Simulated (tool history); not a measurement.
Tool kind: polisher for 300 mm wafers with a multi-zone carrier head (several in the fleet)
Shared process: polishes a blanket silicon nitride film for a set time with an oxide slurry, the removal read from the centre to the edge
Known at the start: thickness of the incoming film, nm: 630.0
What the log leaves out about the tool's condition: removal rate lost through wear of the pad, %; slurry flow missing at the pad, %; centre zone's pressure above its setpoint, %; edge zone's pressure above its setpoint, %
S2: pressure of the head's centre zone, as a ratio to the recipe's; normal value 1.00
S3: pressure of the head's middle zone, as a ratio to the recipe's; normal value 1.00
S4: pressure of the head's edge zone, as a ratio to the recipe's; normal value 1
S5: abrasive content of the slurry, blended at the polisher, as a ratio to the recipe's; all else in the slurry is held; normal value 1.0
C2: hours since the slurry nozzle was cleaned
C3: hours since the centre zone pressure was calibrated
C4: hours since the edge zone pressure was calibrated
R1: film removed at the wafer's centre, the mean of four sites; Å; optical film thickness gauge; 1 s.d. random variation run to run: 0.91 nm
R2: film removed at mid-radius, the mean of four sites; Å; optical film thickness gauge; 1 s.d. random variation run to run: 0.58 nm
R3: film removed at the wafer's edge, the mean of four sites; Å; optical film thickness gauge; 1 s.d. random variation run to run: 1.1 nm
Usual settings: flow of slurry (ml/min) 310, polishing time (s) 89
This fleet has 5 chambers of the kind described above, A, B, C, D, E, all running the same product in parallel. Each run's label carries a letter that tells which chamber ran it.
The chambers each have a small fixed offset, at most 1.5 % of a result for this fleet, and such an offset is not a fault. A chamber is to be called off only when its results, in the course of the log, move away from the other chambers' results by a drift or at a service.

At hour 8.8: chamber C: centre zone pressure recalibrated.
At hour 12.2: chamber D: worn pad replaced by a new one.
Run 1D, hour 13.8: usual settings; wafers polished on this pad 12; C2 19.9; C3 621.5; C4 52.4. Result: R1 946.38 Å, R2 934.36 Å, R3 941.14 Å.
At hour 16.3: chamber A: edge zone pressure recalibrated.
Run 2C, hour 21.1: usual settings; wafers polished on this pad 423; C2 320.1; C3 12.3; C4 827.1. Result: R1 939.92 Å, R2 920.58 Å, R3 927.98 Å.
Run 3E, hour 33.8: usual settings; wafers polished on this pad 637; C2 302.0; C3 564.7; C4 208.8. Result: R1 940.71 Å, R2 942.51 Å, R3 926.54 Å.
At hour 38.8: chamber B: edge zone pressure recalibrated.
Run 4B, hour 46.4: usual settings; wafers polished on this pad 601; C2 655.7; C3 421.5; C4 7.7. Result: R1 923.72 Å, R2 937.84 Å, R3 912.92 Å.
At hour 48.9: chamber D: centre zone pressure recalibrated.
Run 5A, hour 55.3: usual settings but flow of slurry (ml/min) 415, S2 1.08; wafers polished on this pad 528; C2 553.2; C3 427.1; C4 39.0. Result: R1 1039.80 Å, R2 955.84 Å, R3 968.62 Å.
At hour 56.0: chamber A: slurry nozzle cleaned.
Run 6A, hour 63.4: usual settings but flow of slurry (ml/min) 415, S2 1.08; wafers polished on this pad 587; C2 7.4; C3 435.2; C4 47.1. Result: R1 1054.60 Å, R2 953.89 Å, R3 958.53 Å.
Run 7B, hour 71.6: usual settings but flow of slurry (ml/min) 415, S2 1.08; wafers polished on this pad 786; C2 680.9; C3 446.7; C4 32.9. Result: R1 1020.30 Å, R2 954.91 Å, R3 949.67 Å.
Run 8E, hour 81.5: usual settings but flow of slurry (ml/min) 415, S2 1.08; wafers polished on this pad 987; C2 349.7; C3 612.4; C4 256.5. Result: R1 1045.60 Å, R2 968.69 Å, R3 954.15 Å.
At hour 90.5: chamber B: worn pad replaced by a new one.
Run 9C, hour 91.1: usual settings but flow of slurry (ml/min) 415, S2 1.08; wafers polished on this pad 936; C2 390.1; C3 82.3; C4 897.1. Result: R1 1034.90 Å, R2 951.91 Å, R3 938.09 Å.
At hour 102.8: chamber B: slurry nozzle cleaned.
Run 10D, hour 103.3: usual settings; wafers polished on this pad 668; C2 109.4; C3 54.5; C4 141.9. Result: R1 944.15 Å, R2 934.39 Å, R3 928.28 Å.
Run 11C, hour 112.0: usual settings; wafers polished on this pad 1089; C2 411.0; C3 103.2; C4 918.0. Result: R1 924.84 Å, R2 920.19 Å, R3 951.40 Å.
At hour 112.8: chamber E: edge zone pressure recalibrated.
Run 12D, hour 121.1: usual settings but flow of slurry (ml/min) 350, S5 0.8; wafers polished on this pad 798; C2 127.2; C3 72.3; C4 159.7. Result: R1 882.56 Å, R2 851.96 Å, R3 853.84 Å.
At hour 121.6: chamber C: slurry nozzle cleaned.
Run 13A, hour 134.9: usual settings but flow of slurry (ml/min) 350, S5 0.8; wafers polished on this pad 1111; C2 78.9; C3 506.7; C4 118.6. Result: R1 853.65 Å, R2 858.47 Å, R3 850.44 Å.
Run 14E, hour 142.9: usual settings but flow of slurry (ml/min) 350, S5 0.8; wafers polished on this pad 1437; C2 411.1; C3 673.8; C4 30.1. Result: R1 875.88 Å, R2 850.25 Å, R3 848.09 Å.
Run 15B, hour 153.5: usual settings but flow of slurry (ml/min) 350, S5 0.8; wafers polished on this pad 462; C2 50.7; C3 528.6; C4 114.8. Result: R1 857.78 Å, R2 863.47 Å, R3 862.53 Å.
At hour 155.5: chamber E: worn pad replaced by a new one.
At hour 161.6: chamber A: worn pad replaced by a new one.
Run 16B, hour 166.4: usual settings but flow of slurry (ml/min) 350, S5 0.8; wafers polished on this pad 557; C2 63.6; C3 541.5; C4 127.7. Result: R1 848.62 Å, R2 845.09 Å, R3 862.58 Å.
Run 17E, hour 173.6: usual settings; wafers polished on this pad 133; C2 441.8; C3 704.5; C4 60.8. Result: R1 956.75 Å, R2 930.42 Å, R3 954.39 Å.
Run 18A, hour 182.1: usual settings; wafers polished on this pad 150; C2 126.1; C3 553.9; C4 165.8. Result: R1 934.66 Å, R2 936.51 Å, R3 933.25 Å.
Run 19C, hour 189.8: usual settings but polishing time (s) 62; wafers polished on this pad 1660; C2 68.2; C3 181.0; C4 995.8. Result: R1 636.63 Å, R2 635.46 Å, R3 634.92 Å.
At hour 191.6: chamber B: worn pad replaced by a new one.
Run 20D, hour 197.5: usual settings but polishing time (s) 62; wafers polished on this pad 1359; C2 203.6; C3 148.7; C4 236.1. Result: R1 659.38 Å, R2 644.21 Å, R3 642.99 Å.
Run 21E, hour 208.4: usual settings but polishing time (s) 62; wafers polished on this pad 388; C2 476.6; C3 739.3; C4 95.6. Result: R1 660.03 Å, R2 654.62 Å, R3 651.31 Å.
Run 22D, hour 215.4: usual settings but polishing time (s) 62; wafers polished on this pad 1490; C2 221.5; C3 166.6; C4 254.0. Result: R1 662.41 Å, R2 653.54 Å, R3 638.76 Å.
At hour 220.3: chamber D: worn pad replaced by a new one.
Run 23C, hour 224.3: usual settings but polishing time (s) 62; wafers polished on this pad 1913; C2 102.7; C3 215.5; C4 1030.3. Result: R1 630.26 Å, R2 637.52 Å, R3 637.31 Å.
Run 24B, hour 233.1: usual settings; wafers polished on this pad 304; C2 130.3; C3 608.2; C4 194.4. Result: R1 933.12 Å, R2 948.69 Å, R3 940.57 Å.
Run 25A, hour 247.3: usual settings; wafers polished on this pad 628; C2 191.3; C3 619.1; C4 231.0. Result: R1 945.30 Å, R2 931.83 Å, R3 934.01 Å.
Run 26E, hour 255.2: usual settings; wafers polished on this pad 731; C2 523.4; C3 786.1; C4 142.4. Result: R1 964.13 Å, R2 943.36 Å, R3 945.23 Å.
Run 27A, hour 262.8: usual settings; wafers polished on this pad 742; C2 206.8; C3 634.6; C4 246.5. Result: R1 943.24 Å, R2 938.77 Å, R3 942.29 Å.
Run 28C, hour 273.1: usual settings; wafers polished on this pad 2271; C2 151.5; C3 264.3; C4 1079.1. Result: R1 897.14 Å, R2 895.38 Å, R3 893.19 Å.
At hour 276.3: chamber E: slurry nozzle cleaned.
Run 29B, hour 285.6: usual settings but flow of slurry (ml/min) 260, S3 1.04; wafers polished on this pad 689; C2 182.8; C3 660.7; C4 246.9. Result: R1 909.31 Å, R2 957.91 Å, R3 935.49 Å.
Run 30D, hour 293.0: usual settings but flow of slurry (ml/min) 260, S3 1.04; wafers polished on this pad 533; C2 299.1; C3 244.2; C4 331.6. Result: R1 920.91 Å, R2 954.17 Å, R3 923.56 Å.
Run 31A, hour 299.5: usual settings but flow of slurry (ml/min) 260, S3 1.04; wafers polished on this pad 1011; C2 243.5; C3 671.3; C4 283.2. Result: R1 931.58 Å, R2 944.53 Å, R3 906.33 Å.
Run 32E, hour 305.7: usual settings but flow of slurry (ml/min) 260, S3 1.04; wafers polished on this pad 1101; C2 29.5; C3 836.6; C4 192.9. Result: R1 949.03 Å, R2 960.92 Å, R3 918.43 Å.
At hour 311.8: chamber B: worn pad replaced by a new one.
Run 33D, hour 312.5: usual settings but flow of slurry (ml/min) 260, S3 1.04; wafers polished on this pad 676; C2 318.6; C3 263.7; C4 351.1. Result: R1 944.90 Å, R2 951.82 Å, R3 907.12 Å.
At hour 314.7: chamber A: edge zone pressure recalibrated.
Run 34B, hour 322.9: usual settings; wafers polished on this pad 81; C2 220.1; C3 698.0; C4 284.2. Result: R1 948.82 Å, R2 942.35 Å, R3 937.82 Å.
Run 35C, hour 331.4: usual settings; wafers polished on this pad 2698; C2 209.8; C3 322.6; C4 1137.4. Result: R1 888.14 Å, R2 885.79 Å, R3 877.12 Å.
Run 36A, hour 340.1: usual settings; wafers polished on this pad 1309; C2 284.1; C3 711.9; C4 25.4. Result: R1 944.27 Å, R2 930.90 Å, R3 936.42 Å.
Run 37C, hour 346.8: usual settings but S3 0.88; wafers polished on this pad 2811; C2 225.2; C3 338.0; C4 1152.8. Result: R1 894.07 Å, R2 787.57 Å, R3 891.57 Å.
At hour 353.9: chamber A: worn pad replaced by a new one.
Run 38D, hour 360.3: usual settings but S3 0.88; wafers polished on this pad 1027; C2 366.4; C3 311.5; C4 398.9. Result: R1 930.17 Å, R2 836.73 Å, R3 924.63 Å.
Run 39B, hour 370.5: usual settings but S3 0.88; wafers polished on this pad 430; C2 267.7; C3 745.6; C4 331.8. Result: R1 933.75 Å, R2 838.92 Å, R3 953.73 Å.
At hour 370.8: chamber E: worn pad replaced by a new one.
Run 40E, hour 377.0: usual settings but S3 0.88; wafers polished on this pad 45; C2 100.8; C3 907.9; C4 264.2. Result: R1 956.04 Å, R2 841.77 Å, R3 925.72 Å.
Run 41C, hour 383.3: usual settings but S3 0.88; wafers polished on this pad 3079; C2 261.7; C3 374.5; C4 1189.3. Result: R1 883.50 Å, R2 783.40 Å, R3 884.49 Å.
Run 42A, hour 391.0: usual settings; wafers polished on this pad 272; C2 335.0; C3 762.8; C4 76.3. Result: R1 944.15 Å, R2 931.01 Å, R3 958.99 Å.

Each of the 5 chambers runs these same settings next. Fill in every chamber's results:
Run 43A, hour 401.2: usual settings. Result: R1 ?, R2 ?, R3 ?.
Run 43B, hour 401.2: usual settings. Result: R1 ?, R2 ?, R3 ?.
Run 43C, hour 401.2: usual settings. Result: R1 ?, R2 ?, R3 ?.
Run 43D, hour 401.2: usual settings. Result: R1 ?, R2 ?, R3 ?.
Run 43E, hour 401.2: usual settings. Result: R1 ?, R2 ?, R3 ?.

run      R1      R2      R3
43A  930.46  932.10  920.12
43B  943.78  935.58  952.13
43C  890.19  888.41  881.99
43D  961.90  938.66  920.64
43E  954.89  930.86  933.74

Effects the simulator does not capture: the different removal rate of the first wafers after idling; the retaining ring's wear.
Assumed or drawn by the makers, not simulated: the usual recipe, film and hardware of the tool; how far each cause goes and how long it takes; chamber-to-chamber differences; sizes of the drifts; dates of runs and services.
